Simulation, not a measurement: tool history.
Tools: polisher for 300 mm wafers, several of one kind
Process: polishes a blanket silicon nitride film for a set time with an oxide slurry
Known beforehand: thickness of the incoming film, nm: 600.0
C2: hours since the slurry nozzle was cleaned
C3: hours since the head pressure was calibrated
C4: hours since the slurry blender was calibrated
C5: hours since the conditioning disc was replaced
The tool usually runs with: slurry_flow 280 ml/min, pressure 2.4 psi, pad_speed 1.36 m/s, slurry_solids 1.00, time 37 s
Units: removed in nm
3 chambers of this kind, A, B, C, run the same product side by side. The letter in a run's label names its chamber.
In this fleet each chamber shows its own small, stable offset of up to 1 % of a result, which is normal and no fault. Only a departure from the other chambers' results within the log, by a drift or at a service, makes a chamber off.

Run 1B, hour 4.4: usual settings; wafers polished on this pad 257; C2 228.0; C3 511.9; C4 200.4; C5 124.4. Result: removed 17.690 nm.
Run 2A, hour 8.5: usual settings; wafers polished on this pad 377; C2 220.2; C3 532.1; C4 74.0; C5 40.1. Result: removed 17.579 nm.
Run 3C, hour 12.1: usual settings; wafers polished on this pad 701; C2 317.1; C3 128.8; C4 308.1; C5 271.2. Result: removed 17.662 nm.
Run 4B, hour 15.7: usual settings; wafers polished on this pad 368; C2 239.3; C3 523.2; C4 211.7; C5 135.7. Result: removed 17.687 nm.
Run 5A, hour 19.7: usual settings; wafers polished on this pad 486; C2 231.4; C3 543.3; C4 85.2; C5 51.3. Result: removed 17.335 nm.
Run 6C, hour 23.4: usual settings; wafers polished on this pad 812; C2 328.4; C3 140.1; C4 319.4; C5 282.5. Result: removed 17.412 nm.
Run 7C, hour 27.9: usual settings; wafers polished on this pad 855; C2 332.9; C3 144.6; C4 323.9; C5 287.0. Result: removed 17.453 nm.
At hour 31.8: chamber C: conditioning disc replaced and pad reconditioned.
Run 8A, hour 33.6: usual settings; wafers polished on this pad 622; C2 245.3; C3 557.2; C4 99.1; C5 65.2. Result: removed 17.654 nm.
Run 9B, hour 38.2: usual settings but pad_speed 1.18 m/s; wafers polished on this pad 588; C2 261.8; C3 545.7; C4 234.2; C5 158.2. Result: removed 15.705 nm.
At hour 42.4: chamber C: worn pad replaced by a new one.
Run 10C, hour 44.4: usual settings but pad_speed 1.18 m/s; wafers polished on this pad 20; C2 349.4; C3 161.1; C4 340.4; C5 12.6. Result: removed 15.624 nm.
At hour 44.5: chamber B: slurry nozzle cleaned.
Run 11A, hour 49.7: usual settings but pad_speed 1.18 m/s; wafers polished on this pad 780; C2 261.4; C3 573.3; C4 115.2; C5 81.3. Result: removed 15.594 nm.
Run 12B, hour 53.0: usual settings but slurry_flow 345 ml/min; wafers polished on this pad 732; C2 8.5; C3 560.5; C4 249.0; C5 173.0. Result: removed 17.958 nm.
At hour 56.9: chamber C: slurry blender recalibrated.
Run 13A, hour 59.2: usual settings but slurry_flow 345 ml/min; wafers polished on this pad 872; C2 270.9; C3 582.8; C4 124.7; C5 90.8. Result: removed 17.767 nm.
Run 14B, hour 63.7: usual settings but slurry_flow 345 ml/min; wafers polished on this pad 837; C2 19.2; C3 571.2; C4 259.7; C5 183.7. Result: removed 17.869 nm.
Run 15C, hour 70.7: usual settings; wafers polished on this pad 276; C2 375.7; C3 187.4; C4 13.9; C5 38.9. Result: removed 17.558 nm.
Run 16A, hour 74.8: usual settings; wafers polished on this pad 1025; C2 286.5; C3 598.4; C4 140.3; C5 106.4. Result: removed 17.760 nm.
At hour 79.7: chamber A: worn pad replaced by a new one.
Run 17B, hour 79.7: usual settings but pressure 2.0 psi, slurry_solids 0.75; wafers polished on this pad 993; C2 35.2; C3 587.2; C4 275.7; C5 199.7. Result: removed 12.535 nm.
Run 18C, hour 82.9: usual settings but pressure 2.0 psi, slurry_solids 0.75; wafers polished on this pad 396; C2 387.9; C3 199.6; C4 26.1; C5 51.1. Result: removed 12.777 nm.
Run 19C, hour 86.9: usual settings but pressure 2.0 psi, slurry_solids 0.75; wafers polished on this pad 435; C2 391.9; C3 203.6; C4 30.1; C5 55.1. Result: removed 12.746 nm.
Run 20B, hour 92.0: usual settings; wafers polished on this pad 1113; C2 47.5; C3 599.5; C4 288.0; C5 212.0. Result: removed 17.292 nm.
At hour 95.5: chamber A: slurry blender recalibrated.
Run 21A, hour 96.6: usual settings but slurry_flow 235 ml/min; wafers polished on this pad 165; C2 308.3; C3 620.2; C4 1.2; C5 128.2. Result: removed 17.125 nm.
Run 22C, hour 100.9: usual settings but slurry_flow 235 ml/min; wafers polished on this pad 572; C2 405.9; C3 217.6; C4 44.1; C5 69.1. Result: removed 17.019 nm.
Run 23B, hour 106.2: usual settings but slurry_flow 235 ml/min; wafers polished on this pad 1252; C2 61.7; C3 613.7; C4 302.2; C5 226.2. Result: removed 16.866 nm.
Run 24A, hour 110.6: usual settings; wafers polished on this pad 302; C2 322.3; C3 634.2; C4 15.2; C5 142.2. Result: removed 17.650 nm.
Run 25A, hour 114.8: usual settings; wafers polished on this pad 343; C2 326.5; C3 638.4; C4 19.4; C5 146.4. Result: removed 17.692 nm.
Run 26C, hour 119.4: usual settings; wafers polished on this pad 752; C2 424.4; C3 236.1; C4 62.6; C5 87.6. Result: removed 17.453 nm.
Run 27B, hour 124.6: usual settings; wafers polished on this pad 1432; C2 80.1; C3 632.1; C4 320.6; C5 244.6. Result: removed 16.957 nm.
At hour 125.6: chamber C: worn pad replaced by a new one.
Run 28A, hour 127.8: usual settings; wafers polished on this pad 470; C2 339.5; C3 651.4; C4 32.4; C5 159.4. Result: removed 17.619 nm.
Run 29B, hour 132.7: usual settings; wafers polished on this pad 1511; C2 88.2; C3 640.2; C4 328.7; C5 252.7. Result: removed 16.864 nm.
Run 30C, hour 139.6: usual settings; wafers polished on this pad 136; C2 444.6; C3 256.3; C4 82.8; C5 107.8. Result: removed 17.368 nm.
At hour 143.8: chamber B: slurry blender recalibrated.
Run 31B, hour 145.0: usual settings; wafers polished on this pad 1631; C2 100.5; C3 652.5; C4 1.2; C5 265.0. Result: removed 16.717 nm.
Run 32C, hour 150.1: usual settings; wafers polished on this pad 239; C2 455.1; C3 266.8; C4 93.3; C5 118.3. Result: removed 17.358 nm.
Run 33A, hour 154.6: usual settings but slurry_flow 315 ml/min; wafers polished on this pad 732; C2 366.3; C3 678.2; C4 59.2; C5 186.2. Result: removed 17.591 nm.
Run 34B, hour 161.1: usual settings but slurry_flow 315 ml/min; wafers polished on this pad 1788; C2 116.6; C3 668.6; C4 17.3; C5 281.1. Result: removed 16.724 nm.
Run 35A, hour 164.8: usual settings but slurry_flow 315 ml/min; wafers polished on this pad 832; C2 376.5; C3 688.4; C4 69.4; C5 196.4. Result: removed 17.741 nm.
At hour 167.0: chamber B: conditioning disc replaced and pad reconditioned.
Run 36C, hour 169.7: usual settings; wafers polished on this pad 431; C2 474.7; C3 286.4; C4 112.9; C5 137.9. Result: removed 17.337 nm.
Run 37C, hour 175.9: usual settings; wafers polished on this pad 491; C2 480.9; C3 292.6; C4 119.1; C5 144.1. Result: removed 17.396 nm.
Run 38A, hour 180.1: usual settings; wafers polished on this pad 981; C2 391.8; C3 703.7; C4 84.7; C5 211.7. Result: removed 17.608 nm.
Run 39B, hour 183.9: usual settings; wafers polished on this pad 2011; C2 139.4; C3 691.4; C4 40.1; C5 17.0. Result: removed 16.210 nm.
Run 40B, hour 190.2: usual settings; wafers polished on this pad 2073; C2 145.7; C3 697.7; C4 46.4; C5 23.3. Result: removed 16.293 nm.
Run 41A, hour 195.0: usual settings but time 45 s; wafers polished on this pad 1127; C2 406.7; C3 718.6; C4 99.6; C5 226.6. Result: removed 21.158 nm.

Has any chamber moved away from the others, gradually or after a service, or does the common gauge drift, or do the chambers differ only by their own small steady offsets? State the chamber and the most likely cause if one applies.

One chamber, B, drifts off from the rest bit by bit.
What lies behind it: removal rate lost through wear of the pad, % = 8.47.
The log may not tell that from: head's pressure below its setpoint, %.

Here are 4 candidates for chamber B's next run, each the usual settings with a change, their results left as question marks. Which one brings its results back in line with what the others give on the usual settings?
Counts as in line when no further than this from what the other chambers average on the usual settings: removed 0.420 nm
Run 42B-1, hour 200.0: usual settings but pad_speed 1.26 m/s, slurry_solids 0.95. Result: removed ?.
Run 42B-2, hour 200.0: usual settings but pressure 2.6 psi, time 40 s. Result: removed ?.
Run 42B-3, hour 200.0: usual settings but slurry_solids 1.20. Result: removed ?.
Run 42B-4, hour 200.0: usual settings but pressure 2.2 psi, time 34 s. Result: removed ?.

The other chambers' mean on the usual settings: removed 17.521 nm
  run  removed
42B-1   14.916
42B-2   19.017
42B-3   17.580
42B-4   13.689
With 42B-3, the chamber falls back in line with the rest.
